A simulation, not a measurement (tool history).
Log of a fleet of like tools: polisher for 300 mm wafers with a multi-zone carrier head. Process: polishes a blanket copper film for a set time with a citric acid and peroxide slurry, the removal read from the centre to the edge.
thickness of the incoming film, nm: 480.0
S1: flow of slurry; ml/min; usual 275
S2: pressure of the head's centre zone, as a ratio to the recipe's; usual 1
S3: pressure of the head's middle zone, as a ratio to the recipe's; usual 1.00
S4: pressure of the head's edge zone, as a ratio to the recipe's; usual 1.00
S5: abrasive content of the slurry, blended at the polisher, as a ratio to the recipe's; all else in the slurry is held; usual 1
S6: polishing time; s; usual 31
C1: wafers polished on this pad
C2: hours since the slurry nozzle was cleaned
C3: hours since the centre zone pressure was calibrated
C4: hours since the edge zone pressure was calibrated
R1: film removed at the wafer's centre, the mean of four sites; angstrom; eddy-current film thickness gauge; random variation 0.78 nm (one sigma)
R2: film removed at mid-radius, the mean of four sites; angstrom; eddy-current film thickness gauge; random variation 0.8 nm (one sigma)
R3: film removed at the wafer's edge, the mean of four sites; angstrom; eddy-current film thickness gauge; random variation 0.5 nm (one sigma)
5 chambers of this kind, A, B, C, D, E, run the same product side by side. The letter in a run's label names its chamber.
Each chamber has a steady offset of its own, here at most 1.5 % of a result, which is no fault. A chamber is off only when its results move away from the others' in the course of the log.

run     day   S1  S2    S3    S4  S5  S6    C1     C2      C3      C4      R1      R2      R3
 1C   0.292  275   1  1.00  1.00   1  31   548  187.1   885.7   579.2  709.61  708.88  705.21
      0.371  -- chamber A: worn pad replaced by a new one
      0.525  -- chamber B: worn pad replaced by a new one
 2A   0.854  275   1  1.00  1.00   1  31   162  193.1   775.5   838.6  701.56  711.28  687.35
 3E   1.162  275   1  1.00  1.00   1  31  1050  255.3   573.1   397.3  698.51  718.42  695.23
 4D   1.692  275   1  1.00  1.00   1  31   606   64.3   284.2   674.8  717.66  698.88  707.44
 5B   2.083  275   1  1.00  1.00   1  31   523  602.6  1128.5   422.7  693.83  690.43  706.10
 6C   2.538  275   1  1.00  1.00   1  31  1302  241.0   939.6   633.1  705.17  699.28  701.69
 7D   3.004  275   1  1.00  1.06   1  31  1047   95.8   315.7   706.3  723.99  688.53  724.94
 8E   3.283  275   1  1.00  1.06   1  31  1763  306.2   624.0   448.2  701.27  710.35  722.53
      3.521  -- chamber D: worn pad replaced by a new one
      3.638  -- chamber C: worn pad replaced by a new one
 9A   3.917  275   1  1.00  1.06   1  31  1191  266.6   849.0   912.1  707.20  709.08  717.14
      4.092  -- chamber A: worn pad replaced by a new one
10B   4.292  275   1  1.00  1.06   1  31  1265  655.6  1181.5   475.7  705.14  707.61  722.67
      4.562  -- chamber B: worn pad replaced by a new one
11E   4.700  275   1  1.00  1.06   1  31  2239  340.2   658.0   482.2  699.31  707.76  716.51
12B   5.046  275   1  1.00  1.00   1  31   162  673.7  1199.6   493.8  715.13  697.83  705.47
      5.279  -- chamber C: centre zone pressure recalibrated
13C   5.325  275   1  1.00  1.00   1  31   567  307.9     1.1   700.0  691.90  706.33  709.98
      5.450  -- chamber D: centre zone pressure recalibrated
14A   5.946  275   1  1.00  1.00   1  31   623  315.3   897.7   960.8  707.82  706.52  693.22
15D   6.296  275   1  1.00  1.00   1  31   933  174.8    20.3   785.3  707.77  704.17  704.58
      6.575  -- chamber D: worn pad replaced by a new one
16C   6.604  275   1  1.00  1.00   1  31   997  338.6    31.8   730.7  710.65  694.60  703.59
17A   7.004  275   1  1.00  1.00   1  31   979  340.7   923.1   986.2  713.95  697.35  693.59
      7.196  -- chamber A: worn pad replaced by a new one
18E   7.604  275   1  1.00  1.00   1  31  3215  409.9   727.7   551.9  696.67  694.89  685.29
19D   7.912  275   1  1.00  1.00   1  31   449  213.6    59.1   824.1  697.66  705.36  705.64
      8.342  -- chamber E: edge zone pressure recalibrated
20B   8.517  275   1  1.00  1.00   1  31  1328  757.0  1282.9   577.1  693.80  691.14  712.03
      8.683  -- chamber C: worn pad replaced by a new one
21B   8.817  275   1  1.00  1.00   1  31  1429  764.2  1290.1   584.3  704.87  690.39  697.44
      9.050  -- chamber C: slurry nozzle cleaned
      9.054  -- chamber B: worn pad replaced by a new one
      9.188  -- chamber B: centre zone pressure recalibrated
22C   9.304  335   1  0.93  1.00   1  31   209    6.1    96.6   795.5  706.83  669.47  710.59
23A   9.671  335   1  0.93  1.00   1  31   832  404.7   987.1  1050.2  713.49  665.85  696.41
      9.896  -- chamber D: worn pad replaced by a new one
24D   9.996  335   1  0.93  1.00   1  31    34  263.6   109.1   874.1  709.91  661.10  718.88
     10.188  -- chamber B: slurry nozzle cleaned
     10.388  -- chamber A: worn pad replaced by a new one
25E  10.438  335   1  0.93  1.00   1  31  4167  477.9   795.7    50.3  688.04  648.84  669.83
26B  10.983  335   1  0.93  1.00   1  31   649   19.2    43.1   636.3  711.50  669.58  708.55
27D  11.417  275   1  1.00  1.10   1  41   512  297.7   143.2   908.2  937.80  941.66  992.73
28A  11.725  275   1  1.00  1.10   1  41   450  454.0  1036.4  1099.5  920.63  930.88  960.49
29C  12.150  275   1  1.00  1.10   1  41  1165   74.4   164.9   863.8  930.38  933.95  980.43
30E  12.429  275   1  1.00  1.10   1  41  4836  525.7   843.5    98.1  890.35  862.32  917.77
31B  12.912  275   1  1.00  1.10   1  41  1297   65.5    89.4   682.6  926.67  934.72  971.23
32E  13.208  275   1  1.00  1.00   1  31  5098  544.4   862.2   116.8  661.72  664.89  648.82
     13.542  -- chamber C: worn pad replaced by a new one
33A  13.596  275   1  1.00  1.00   1  31  1078  498.9  1081.3  1144.4  706.03  684.57  693.17
     13.800  -- chamber D: worn pad replaced by a new one
     13.808  -- chamber B: worn pad replaced by a new one
34C  14.217  275   1  1.00  1.00   1  31   227  124.0   214.5   913.4  702.67  713.02  698.17
     14.400  -- chamber A: worn pad replaced by a new one
35D  14.846  275   1  1.00  1.00   1  31   351  380.0   225.5   990.5  713.06  689.40  701.28
36C  15.233  275   1  1.00  1.00   1  31   569  148.4   238.9   937.8  693.47  707.72  697.74
37E  15.538  275   1  1.00  1.00   1  31  5881  600.3   918.1   172.7  642.38  652.28  643.98
38A  16.092  275   1  1.00  1.00   1  31   568  558.8  1141.2  1204.3  698.67  709.27  702.19
39D  16.608  275   1  1.00  1.00   1  31   944  422.3   267.8  1032.8  714.75  694.00  708.84
40B  17.117  275   1  1.00  1.00   1  31  1112  166.4   190.3   783.5  707.24  704.33  703.07
41D  17.667  275   1  1.00  1.00   1  31  1299  447.7   293.2  1058.2  712.33  699.85  701.87

All 5 chambers run these settings next. Forecast each chamber's results:
42A  18.121  275   1  1.00  1.00   1  31                   ?   ?   ?
42B  18.121  275   1  1.00  1.00   1  31                   ?   ?   ?
42C  18.121  275   1  1.00  1.00   1  31                   ?   ?   ?
42D  18.121  275   1  1.00  1.00   1  31                   ?   ?   ?
42E  18.121  275   1  1.00  1.00   1  31                   ?   ?   ?

run      R1      R2      R3
42A  713.06  693.50  691.84
42B  688.36  708.87  701.51
42C  692.00  698.66  706.01
42D  708.46  701.20  718.09
42E  635.11  632.27  638.16
